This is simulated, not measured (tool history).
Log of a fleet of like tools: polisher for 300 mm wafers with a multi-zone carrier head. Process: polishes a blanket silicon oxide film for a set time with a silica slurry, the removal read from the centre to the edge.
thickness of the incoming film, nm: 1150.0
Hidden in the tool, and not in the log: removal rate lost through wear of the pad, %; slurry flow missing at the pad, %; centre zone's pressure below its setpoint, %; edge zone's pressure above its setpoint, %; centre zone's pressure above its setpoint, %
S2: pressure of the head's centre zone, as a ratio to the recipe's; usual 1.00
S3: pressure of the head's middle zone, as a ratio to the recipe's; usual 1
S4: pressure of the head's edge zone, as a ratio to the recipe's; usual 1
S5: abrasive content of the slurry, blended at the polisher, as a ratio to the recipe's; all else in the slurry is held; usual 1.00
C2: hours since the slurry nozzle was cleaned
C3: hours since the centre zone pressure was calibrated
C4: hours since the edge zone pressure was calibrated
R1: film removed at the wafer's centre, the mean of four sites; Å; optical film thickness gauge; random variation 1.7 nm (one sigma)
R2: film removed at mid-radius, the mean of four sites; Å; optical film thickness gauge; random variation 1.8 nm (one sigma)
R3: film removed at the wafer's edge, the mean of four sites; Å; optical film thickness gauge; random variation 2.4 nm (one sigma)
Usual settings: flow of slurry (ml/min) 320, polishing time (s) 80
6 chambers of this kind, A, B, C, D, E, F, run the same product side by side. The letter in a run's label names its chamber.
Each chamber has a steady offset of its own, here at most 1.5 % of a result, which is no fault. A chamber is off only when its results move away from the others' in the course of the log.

Run 1A, hour 5.2: usual settings; wafers polished on this pad 456; C2 157.3; C3 570.3; C4 761.6. Result: R1 2457.0 Å, R2 2460.2 Å, R3 2492.8 Å.
Run 2E, hour 9.3: usual settings; wafers polished on this pad 879; C2 394.8; C3 379.6; C4 37.5. Result: R1 2443.1 Å, R2 2436.9 Å, R3 2446.9 Å.
Run 3F, hour 16.0: usual settings; wafers polished on this pad 954; C2 346.8; C3 134.0; C4 366.8. Result: R1 2442.3 Å, R2 2450.4 Å, R3 2475.3 Å.
Run 4B, hour 22.9: usual settings; wafers polished on this pad 747; C2 293.0; C3 104.0; C4 264.6. Result: R1 2486.6 Å, R2 2464.4 Å, R3 2418.1 Å.
Run 5C, hour 30.9: usual settings but flow of slurry (ml/min) 410, S2 0.93; wafers polished on this pad 632; C2 43.3; C3 274.0; C4 251.4. Result: R1 2310.1 Å, R2 2487.8 Å, R3 2441.7 Å.
At hour 34.7: chamber E: worn pad replaced by a new one.
Run 6D, hour 36.7: usual settings but flow of slurry (ml/min) 410, S2 0.93; wafers polished on this pad 1002; C2 252.5; C3 505.2; C4 103.1. Result: R1 2301.1 Å, R2 2494.0 Å, R3 2498.5 Å.
At hour 40.8: chamber A: centre zone pressure recalibrated.
At hour 41.3: chamber F: edge zone pressure recalibrated.
Run 7D, hour 44.3: usual settings but flow of slurry (ml/min) 410, S2 0.93; wafers polished on this pad 1080; C2 260.1; C3 512.8; C4 110.7. Result: R1 2297.4 Å, R2 2513.2 Å, R3 2556.6 Å.
At hour 48.3: chamber D: worn pad replaced by a new one.
Run 8E, hour 48.8: usual settings but flow of slurry (ml/min) 410, S2 0.93; wafers polished on this pad 146; C2 434.3; C3 419.1; C4 77.0. Result: R1 2294.8 Å, R2 2506.5 Å, R3 2504.6 Å.
Run 9C, hour 53.6: usual settings but flow of slurry (ml/min) 410, S2 0.93; wafers polished on this pad 868; C2 66.0; C3 296.7; C4 274.1. Result: R1 2331.9 Å, R2 2486.4 Å, R3 2443.9 Å.
At hour 59.8: chamber E: slurry nozzle cleaned.
Run 10A, hour 60.1: usual settings but flow of slurry (ml/min) 410, S2 0.93; wafers polished on this pad 1025; C2 212.2; C3 19.4; C4 816.5. Result: R1 2336.0 Å, R2 2509.4 Å, R3 2526.7 Å.
At hour 64.2: chamber B: worn pad replaced by a new one.
Run 11B, hour 65.5: usual settings but S5 0.85, polishing time (s) 71; wafers polished on this pad 14; C2 335.6; C3 146.6; C4 307.2. Result: R1 2066.5 Å, R2 2008.5 Å, R3 1983.3 Å.
At hour 67.7: chamber F: worn pad replaced by a new one.
Run 12F, hour 72.2: usual settings but S5 0.85, polishing time (s) 71; wafers polished on this pad 46; C2 403.0; C3 190.2; C4 30.9. Result: R1 2001.0 Å, R2 2017.1 Å, R3 2035.8 Å.
At hour 77.6: chamber A: worn pad replaced by a new one.
Run 13F, hour 78.2: usual settings but S5 0.85, polishing time (s) 71; wafers polished on this pad 109; C2 409.0; C3 196.2; C4 36.9. Result: R1 2035.4 Å, R2 2023.0 Å, R3 2018.3 Å.
At hour 83.5: chamber C: worn pad replaced by a new one.
Run 14B, hour 85.5: usual settings but S5 0.85, polishing time (s) 71; wafers polished on this pad 221; C2 355.6; C3 166.6; C4 327.2. Result: R1 2045.2 Å, R2 2011.0 Å, R3 1985.0 Å.
Run 15D, hour 90.7: usual settings but S5 0.85, polishing time (s) 71; wafers polished on this pad 440; C2 306.5; C3 559.2; C4 157.1. Result: R1 2026.4 Å, R2 2050.2 Å, R3 2011.7 Å.
At hour 97.5: chamber B: slurry nozzle cleaned.
Run 16E, hour 98.3: usual settings but S5 0.85, polishing time (s) 71; wafers polished on this pad 659; C2 38.6; C3 468.6; C4 126.5. Result: R1 2014.8 Å, R2 2019.2 Å, R3 2002.5 Å.
Run 17C, hour 106.1: usual settings; wafers polished on this pad 234; C2 118.5; C3 349.2; C4 326.6. Result: R1 2458.7 Å, R2 2447.6 Å, R3 2459.7 Å.
At hour 107.6: chamber E: centre zone pressure recalibrated.
Run 18A, hour 113.7: usual settings; wafers polished on this pad 374; C2 265.8; C3 73.0; C4 870.1. Result: R1 2442.1 Å, R2 2469.2 Å, R3 2457.7 Å.
Run 19C, hour 117.7: usual settings; wafers polished on this pad 355; C2 130.1; C3 360.8; C4 338.2. Result: R1 2449.7 Å, R2 2441.6 Å, R3 2465.7 Å.
At hour 120.6: chamber E: worn pad replaced by a new one.
Run 20F, hour 124.2: usual settings; wafers polished on this pad 586; C2 455.0; C3 242.2; C4 82.9. Result: R1 2438.1 Å, R2 2495.3 Å, R3 2453.6 Å.
Run 21B, hour 128.6: usual settings; wafers polished on this pad 668; C2 31.2; C3 209.7; C4 370.3. Result: R1 2434.6 Å, R2 2474.5 Å, R3 2447.1 Å.
Run 22A, hour 134.4: usual settings; wafers polished on this pad 589; C2 286.5; C3 93.7; C4 890.8. Result: R1 2426.9 Å, R2 2455.6 Å, R3 2458.2 Å.
Run 23D, hour 141.7: usual settings; wafers polished on this pad 969; C2 357.5; C3 610.2; C4 208.1. Result: R1 2455.9 Å, R2 2447.6 Å, R3 2456.0 Å.
Run 24E, hour 147.0: usual settings; wafers polished on this pad 274; C2 87.3; C3 39.4; C4 175.2. Result: R1 2438.7 Å, R2 2467.3 Å, R3 2437.8 Å.
Run 25D, hour 151.7: usual settings; wafers polished on this pad 1072; C2 367.5; C3 620.2; C4 218.1. Result: R1 2482.5 Å, R2 2460.4 Å, R3 2428.3 Å.
At hour 156.5: chamber B: edge zone pressure recalibrated.
Run 26F, hour 157.5: usual settings; wafers polished on this pad 931; C2 488.3; C3 275.5; C4 116.2. Result: R1 2449.9 Å, R2 2461.5 Å, R3 2444.0 Å.
Run 27A, hour 163.8: usual settings; wafers polished on this pad 894; C2 315.9; C3 123.1; C4 920.2. Result: R1 2412.7 Å, R2 2400.3 Å, R3 2437.4 Å.
Run 28C, hour 169.7: usual settings; wafers polished on this pad 894; C2 182.1; C3 412.8; C4 390.2. Result: R1 2447.8 Å, R2 2426.7 Å, R3 2414.8 Å.
Run 29E, hour 175.3: usual settings; wafers polished on this pad 567; C2 115.6; C3 67.7; C4 203.5. Result: R1 2452.6 Å, R2 2466.4 Å, R3 2480.0 Å.
Run 30B, hour 181.3: usual settings; wafers polished on this pad 1214; C2 83.9; C3 262.4; C4 24.8. Result: R1 2483.7 Å, R2 2415.4 Å, R3 2425.5 Å.
At hour 184.1: chamber D: worn pad replaced by a new one.
Run 31F, hour 188.5: usual settings; wafers polished on this pad 1252; C2 519.3; C3 306.5; C4 147.2. Result: R1 2455.3 Å, R2 2437.4 Å, R3 2479.2 Å.
Run 32D, hour 193.5: usual settings but flow of slurry (ml/min) 380; wafers polished on this pad 98; C2 409.3; C3 662.0; C4 259.9. Result: R1 2516.6 Å, R2 2513.4 Å, R3 2521.9 Å.
At hour 194.9: chamber A: worn pad replaced by a new one.
At hour 199.3: chamber B: worn pad replaced by a new one.
Run 33E, hour 200.1: usual settings but flow of slurry (ml/min) 380; wafers polished on this pad 825; C2 140.4; C3 92.5; C4 228.3. Result: R1 2479.7 Å, R2 2471.8 Å, R3 2440.8 Å.
At hour 201.2: chamber F: worn pad replaced by a new one.
Run 34C, hour 205.8: usual settings but flow of slurry (ml/min) 380; wafers polished on this pad 1268; C2 218.2; C3 448.9; C4 426.3. Result: R1 2478.7 Å, R2 2479.9 Å, R3 2450.0 Å.
Run 35B, hour 210.6: usual settings but flow of slurry (ml/min) 380; wafers polished on this pad 117; C2 113.2; C3 291.7; C4 54.1. Result: R1 2488.2 Å, R2 2510.8 Å, R3 2432.2 Å.
At hour 211.4: chamber E: worn pad replaced by a new one.
At hour 213.1: chamber C: worn pad replaced by a new one.
Run 36A, hour 218.3: usual settings but flow of slurry (ml/min) 380; wafers polished on this pad 242; C2 370.4; C3 177.6; C4 974.7. Result: R1 2443.3 Å, R2 2437.5 Å, R3 2444.3 Å.
Run 37B, hour 223.6: usual settings but flow of slurry (ml/min) 380; wafers polished on this pad 252; C2 126.2; C3 304.7; C4 67.1. Result: R1 2493.8 Å, R2 2501.5 Å, R3 2406.0 Å.
Run 38A, hour 230.0: usual settings; wafers polished on this pad 364; C2 382.1; C3 189.3; C4 986.4. Result: R1 2338.6 Å, R2 2374.4 Å, R3 2385.4 Å.
Run 39F, hour 234.3: usual settings; wafers polished on this pad 343; C2 565.1; C3 352.3; C4 193.0. Result: R1 2468.5 Å, R2 2454.3 Å, R3 2456.0 Å.
Run 40C, hour 241.8: usual settings; wafers polished on this pad 298; C2 254.2; C3 484.9; C4 462.3. Result: R1 2436.4 Å, R2 2459.6 Å, R3 2405.2 Å.
Run 41E, hour 245.7: usual settings; wafers polished on this pad 356; C2 186.0; C3 138.1; C4 273.9. Result: R1 2441.7 Å, R2 2454.8 Å, R3 2400.6 Å.

All 6 chambers run these settings next. Forecast each chamber's results:
Run 42A, hour 251.7: usual settings. Result: R1 ?, R2 ?, R3 ?.
Run 42B, hour 251.7: usual settings. Result: R1 ?, R2 ?, R3 ?.
Run 42C, hour 251.7: usual settings. Result: R1 ?, R2 ?, R3 ?.
Run 42D, hour 251.7: usual settings. Result: R1 ?, R2 ?, R3 ?.
Run 42E, hour 251.7: usual settings. Result: R1 ?, R2 ?, R3 ?.
Run 42F, hour 251.7: usual settings. Result: R1 ?, R2 ?, R3 ?.

run      R1      R2      R3
42A  2342.1  2302.1  2383.5
42B  2442.4  2459.9  2389.0
42C  2456.8  2446.6  2407.4
42D  2467.1  2441.9  2445.7
42E  2435.7  2473.0  2414.0
42F  2435.4  2448.3  2483.4
